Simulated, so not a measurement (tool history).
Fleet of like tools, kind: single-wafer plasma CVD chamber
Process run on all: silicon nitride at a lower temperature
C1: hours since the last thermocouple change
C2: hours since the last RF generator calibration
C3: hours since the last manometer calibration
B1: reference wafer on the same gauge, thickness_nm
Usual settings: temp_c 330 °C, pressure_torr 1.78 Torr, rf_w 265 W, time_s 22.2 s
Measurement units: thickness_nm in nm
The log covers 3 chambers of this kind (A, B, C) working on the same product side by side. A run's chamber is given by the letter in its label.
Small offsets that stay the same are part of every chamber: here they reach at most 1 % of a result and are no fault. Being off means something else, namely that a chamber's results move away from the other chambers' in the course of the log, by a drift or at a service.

run 1B day=0.312 | temp_c=330 pressure_torr=1.78 rf_w=265 time_s=22.2 | C1=2152.7 C2=72.4 C3=496 | B1=20.398 | thickness_nm=24.692
run 2A day=0.775 | temp_c=330 pressure_torr=1.78 rf_w=265 time_s=22.2 | C1=1134.2 C2=771.6 C3=585.2 | B1=20.414 | thickness_nm=24.688
run 3C day=1.179 | temp_c=330 pressure_torr=1.78 rf_w=265 time_s=22.2 | C1=703.1 C2=332.5 C3=1821.2 | B1=20.412 | thickness_nm=24.636
run 4A day=1.608 | temp_c=330 pressure_torr=1.78 rf_w=265 time_s=22.2 | C1=1154.2 C2=791.6 C3=605.2 | B1=20.402 | thickness_nm=24.794
run 5B day=1.958 | temp_c=320 pressure_torr=1.78 rf_w=310 time_s=22.2 | C1=2192.2 C2=111.9 C3=535.5 | B1=20.416 | thickness_nm=27.484
run 6C day=2.367 | temp_c=320 pressure_torr=1.78 rf_w=310 time_s=22.2 | C1=731.6 C2=361 C3=1849.7 | B1=20.408 | thickness_nm=27.587
-- day=2.642 chamber C: capacitance manometer re-zeroed and calibrated
run 7A day=2.946 | temp_c=320 pressure_torr=1.78 rf_w=310 time_s=22.2 | C1=1186.3 C2=823.7 C3=637.3 | B1=20.415 | thickness_nm=27.775
run 8C day=3.212 | temp_c=330 pressure_torr=1.78 rf_w=265 time_s=22.2 | C1=751.9 C2=381.3 C3=13.7 | B1=20.392 | thickness_nm=24.788
run 9B day=3.646 | temp_c=330 pressure_torr=1.78 rf_w=265 time_s=22.2 | C1=2232.7 C2=152.4 C3=576 | B1=20.388 | thickness_nm=24.518
run 10C day=3.962 | temp_c=330 pressure_torr=1.78 rf_w=265 time_s=22.2 | C1=769.9 C2=399.3 C3=31.7 | B1=20.399 | thickness_nm=24.544
run 11A day=4.354 | temp_c=330 pressure_torr=1.78 rf_w=265 time_s=22.2 | C1=1220.1 C2=857.5 C3=671.1 | B1=20.42 | thickness_nm=24.766
run 12B day=4.85 | temp_c=330 pressure_torr=1.78 rf_w=265 time_s=22.2 | C1=2261.6 C2=181.3 C3=604.9 | B1=20.404 | thickness_nm=24.502
run 13C day=5.171 | temp_c=330 pressure_torr=1.78 rf_w=265 time_s=22.2 | C1=798.9 C2=428.3 C3=60.7 | B1=20.413 | thickness_nm=24.394
run 14B day=5.733 | temp_c=330 pressure_torr=1.78 rf_w=265 time_s=22.2 | C1=2282.8 C2=202.5 C3=626.1 | B1=20.405 | thickness_nm=24.675
run 15A day=6.025 | temp_c=330 pressure_torr=1.78 rf_w=265 time_s=22.2 | C1=1260.2 C2=897.6 C3=711.2 | B1=20.401 | thickness_nm=24.752
run 16C day=6.288 | temp_c=330 pressure_torr=1.78 rf_w=265 time_s=22.2 | C1=825.7 C2=455.1 C3=87.5 | B1=20.418 | thickness_nm=24.142
run 17B day=6.767 | temp_c=330 pressure_torr=1.78 rf_w=265 time_s=22.2 | C1=2307.6 C2=227.3 C3=650.9 | B1=20.412 | thickness_nm=24.652
run 18A day=7.229 | temp_c=330 pressure_torr=1.78 rf_w=265 time_s=22.2 | C1=1289.1 C2=926.5 C3=740.1 | B1=20.376 | thickness_nm=24.594
run 19A day=7.538 | temp_c=330 pressure_torr=1.59 rf_w=265 time_s=25.6 | C1=1296.5 C2=933.9 C3=747.5 | B1=20.392 | thickness_nm=27.755
run 20C day=8 | temp_c=330 pressure_torr=1.59 rf_w=265 time_s=25.6 | C1=866.8 C2=496.2 C3=128.6 | B1=20.402 | thickness_nm=27.077
run 21B day=8.312 | temp_c=330 pressure_torr=1.59 rf_w=265 time_s=25.6 | C1=2344.7 C2=264.4 C3=688 | B1=20.41 | thickness_nm=27.497
run 22C day=8.875 | temp_c=330 pressure_torr=1.78 rf_w=265 time_s=22.2 | C1=887.8 C2=517.2 C3=149.6 | B1=20.411 | thickness_nm=23.743
run 23A day=9.3 | temp_c=330 pressure_torr=1.78 rf_w=265 time_s=22.2 | C1=1338.8 C2=976.2 C3=789.8 | B1=20.392 | thickness_nm=24.88

Does one chamber stand apart from the rest, does the shared gauge drift, or is all well apart from small per-chamber offsets? Give the chamber and the most likely cause, where there is one.

It is chamber C that slowly wanders off from its peers.
What lies behind it: delivered RF power below the setpoint (%) = 5.55.

Chamber C could run next with any of the 4 candidate recipes listed below; each alters the usual settings, and their results appear as question marks. Which one brings its results back in line with what the other chambers deliver on the usual settings?
A result is in line if it is within this distance of the other chambers' mean on the usual settings: thickness_nm 0.34 nm
run 24C-1 day=9.712 | temp_c=330 pressure_torr=1.75 rf_w=255 time_s=21.2 | thickness_nm=?
run 24C-2 day=9.712 | temp_c=330 pressure_torr=1.81 rf_w=265 time_s=23 | thickness_nm=?
run 24C-3 day=9.712 | temp_c=330 pressure_torr=1.81 rf_w=275 time_s=23.2 | thickness_nm=?
run 24C-4 day=9.712 | temp_c=330 pressure_torr=1.78 rf_w=250 time_s=22.2 | thickness_nm=?

The mean the other chambers reach with the usual settings: thickness_nm 24.711 nm
run=24C-1 thickness_nm=21.986
run=24C-2 thickness_nm=24.722
run=24C-3 thickness_nm=25.591
run=24C-4 thickness_nm=22.808
24C-2 puts the chamber back in line with the other chambers.

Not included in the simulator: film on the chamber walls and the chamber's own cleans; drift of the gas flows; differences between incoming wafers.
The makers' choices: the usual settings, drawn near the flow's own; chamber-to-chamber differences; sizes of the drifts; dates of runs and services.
